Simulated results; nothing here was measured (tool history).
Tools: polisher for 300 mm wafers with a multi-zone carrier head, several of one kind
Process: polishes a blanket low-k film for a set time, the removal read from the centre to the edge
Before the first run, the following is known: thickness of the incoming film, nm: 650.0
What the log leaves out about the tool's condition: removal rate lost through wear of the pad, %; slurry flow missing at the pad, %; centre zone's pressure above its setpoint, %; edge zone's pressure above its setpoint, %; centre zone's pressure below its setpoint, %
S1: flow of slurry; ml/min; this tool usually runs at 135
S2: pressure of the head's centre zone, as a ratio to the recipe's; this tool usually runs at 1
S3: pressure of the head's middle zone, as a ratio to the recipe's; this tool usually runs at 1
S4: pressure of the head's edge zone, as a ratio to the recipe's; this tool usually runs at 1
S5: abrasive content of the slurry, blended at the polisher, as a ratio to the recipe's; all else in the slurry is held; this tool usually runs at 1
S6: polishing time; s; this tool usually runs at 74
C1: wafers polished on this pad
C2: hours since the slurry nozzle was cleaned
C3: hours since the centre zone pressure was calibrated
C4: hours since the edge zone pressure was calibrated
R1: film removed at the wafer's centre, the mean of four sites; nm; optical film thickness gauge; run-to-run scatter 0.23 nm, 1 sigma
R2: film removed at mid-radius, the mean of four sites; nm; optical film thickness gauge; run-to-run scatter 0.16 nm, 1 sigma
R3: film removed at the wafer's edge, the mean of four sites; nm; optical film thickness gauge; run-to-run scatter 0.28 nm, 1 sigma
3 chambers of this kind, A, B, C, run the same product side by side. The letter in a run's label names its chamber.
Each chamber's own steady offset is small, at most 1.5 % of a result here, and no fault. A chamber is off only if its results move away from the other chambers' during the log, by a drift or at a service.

| run | hour | S1 | S2 | S3 | S4 | S5 | S6 | C1 | C2 | C3 | C4 | R1 | R2 | R3 |
|---|---|---|---|---|---|---|---|---|---|---|---|---|---|---|
|  | 7.4 | chamber C: edge zone pressure recalibrated |
| 1C | 14.6 | 135 | 1 | 1 | 1 | 1 | 74 | 418 | 376.4 | 118.5 | 7.3 | 23.505 | 23.233 | 24.082 |
| 2B | 30 | 135 | 1 | 1 | 1 | 1 | 74 | 377 | 418.8 | 527.3 | 377.9 | 23.138 | 23.172 | 23.049 |
|  | 36.1 | chamber C: slurry nozzle cleaned |
| 3A | 38.1 | 135 | 1 | 1 | 1 | 1 | 74 | 989 | 309.6 | 148.2 | 207.8 | 23.466 | 23.017 | 23.125 |
| 4B | 47.5 | 135 | 1 | 1 | 1 | 1 | 74 | 489 | 436.3 | 544.8 | 395.4 | 23.389 | 23.614 | 23.38 |
|  | 60.9 | chamber A: worn pad replaced by a new one |
| 5C | 62.4 | 135 | 1 | 1 | 1 | 1 | 74 | 725 | 26.4 | 166.3 | 55.1 | 23.369 | 23.593 | 23.694 |
|  | 63.8 | chamber B: slurry nozzle cleaned |
| 6A | 73.5 | 135 | 1 | 1 | 1 | 1 | 74 | 81 | 345 | 183.6 | 243.2 | 23.309 | 23.356 | 23.088 |
| 7B | 87.1 | 135 | 1 | 1 | 1 | 1 | 74 | 743 | 23.3 | 584.4 | 435 | 23.447 | 23.677 | 23.648 |
|  | 94 | chamber B: edge zone pressure recalibrated |
| 8C | 95.3 | 135 | 1 | 1 | 1 | 1 | 74 | 936 | 59.3 | 199.2 | 88 | 23.614 | 23.619 | 22.835 |
| 9A | 105.3 | 135 | 1 | 1 | 1 | 1 | 74 | 284 | 376.8 | 215.4 | 275 | 23.746 | 23.333 | 23.44 |
| 10B | 114.3 | 135 | 1 | 1 | 1 | 1 | 74 | 917 | 50.5 | 611.6 | 20.4 | 23.383 | 23.875 | 23.619 |
|  | 121.6 | chamber B: centre zone pressure recalibrated |
| 11C | 124.1 | 135 | 1 | 1 | 1 | 1 | 74 | 1120 | 88.1 | 228 | 116.8 | 23.26 | 23.534 | 23.757 |
| 12A | 132 | 135 | 1 | 1 | 1 | 1 | 74 | 456 | 403.5 | 242.1 | 301.7 | 23.529 | 23.644 | 23.581 |
|  | 141.4 | chamber C: worn pad replaced by a new one |
| 13B | 146.5 | 135 | 1 | 1 | 1 | 1 | 74 | 1123 | 82.7 | 24.9 | 52.6 | 22.965 | 23.451 | 23.634 |
| 14A | 156.6 | 135 | 1 | 1 | 1 | 1 | 74 | 613 | 428.1 | 266.7 | 326.3 | 23.475 | 23.025 | 23.733 |
|  | 158.2 | chamber B: worn pad replaced by a new one |
| 15C | 170 | 135 | 1 | 1 | 1 | 1 | 74 | 183 | 134 | 273.9 | 162.7 | 23.177 | 23.334 | 23.737 |
| 16A | 184.2 | 135 | 1 | 0.89 | 0.91 | 1 | 74 | 790 | 455.7 | 294.3 | 353.9 | 23.693 | 20.742 | 22.199 |
| 17C | 198.7 | 135 | 1 | 0.89 | 0.91 | 1 | 74 | 367 | 162.7 | 302.6 | 191.4 | 22.648 | 21.114 | 22.187 |
| 18B | 215 | 135 | 1 | 0.89 | 0.91 | 1 | 74 | 364 | 151.2 | 93.4 | 121.1 | 23.858 | 21.348 | 22.267 |
| 19B | 222.7 | 135 | 1 | 1 | 1 | 1 | 74 | 413 | 158.9 | 101.1 | 128.8 | 23.407 | 23.638 | 24.008 |
| 20A | 236 | 135 | 1 | 1 | 1 | 1 | 74 | 1122 | 507.5 | 346.1 | 405.7 | 23.282 | 23.261 | 23.107 |
| 21C | 247.7 | 135 | 1 | 1 | 1 | 1 | 74 | 681 | 211.7 | 351.6 | 240.4 | 22.136 | 23.825 | 23.485 |
|  | 252.5 | chamber A: worn pad replaced by a new one |
|  | 256.3 | chamber A: slurry nozzle cleaned |
| 22B | 263 | 135 | 1 | 1 | 1.06 | 1 | 90 | 672 | 199.2 | 141.4 | 169.1 | 28.51 | 29.029 | 29.006 |
| 23A | 273.6 | 135 | 1 | 1 | 1.06 | 1 | 90 | 135 | 17.3 | 383.7 | 443.3 | 28.73 | 28.211 | 29.389 |
| 24C | 287.8 | 135 | 1 | 1 | 1.06 | 1 | 90 | 938 | 251.8 | 391.7 | 280.5 | 26.416 | 28.883 | 29.274 |
| 25C | 295.5 | 135 | 1 | 1 | 1 | 1 | 74 | 988 | 259.5 | 399.4 | 288.2 | 21.589 | 23.863 | 23.139 |
| 26B | 307.8 | 135 | 1 | 1 | 1 | 1 | 74 | 959 | 244 | 186.2 | 213.9 | 23.205 | 23.613 | 23.46 |
| 27A | 316.9 | 135 | 1 | 1 | 1 | 1 | 74 | 412 | 60.6 | 427 | 486.6 | 23.628 | 23.413 | 23.342 |
| 28A | 328.5 | 135 | 1 | 1 | 1 | 1 | 74 | 487 | 72.2 | 438.6 | 498.2 | 23.366 | 23.237 | 23.178 |
|  | 333 | chamber C: worn pad replaced by a new one |
| 29B | 339.1 | 135 | 1 | 1 | 1 | 1 | 74 | 1160 | 275.3 | 217.5 | 245.2 | 23.048 | 23.54 | 23.792 |
| 30C | 347.2 | 135 | 1 | 1 | 1 | 1 | 74 | 91 | 311.2 | 451.1 | 339.9 | 20.806 | 23.857 | 23.205 |

The same settings go to every chamber for the next run, one line per chamber below. Forecast the results for each:
| 31A | 358.9 | 135 | 1 | 1 | 1 | 1 | 74 |  |  |  |  | ? | ? | ? |
| 31B | 358.9 | 135 | 1 | 1 | 1 | 1 | 74 |  |  |  |  | ? | ? | ? |
| 31C | 358.9 | 135 | 1 | 1 | 1 | 1 | 74 |  |  |  |  | ? | ? | ? |

| run | R1 | R2 | R3 |
|---|---|---|---|
| 31A | 23.325 | 23.242 | 23.36 |
| 31B | 23.203 | 23.342 | 23.125 |
| 31C | 20.638 | 23.712 | 23.111 |
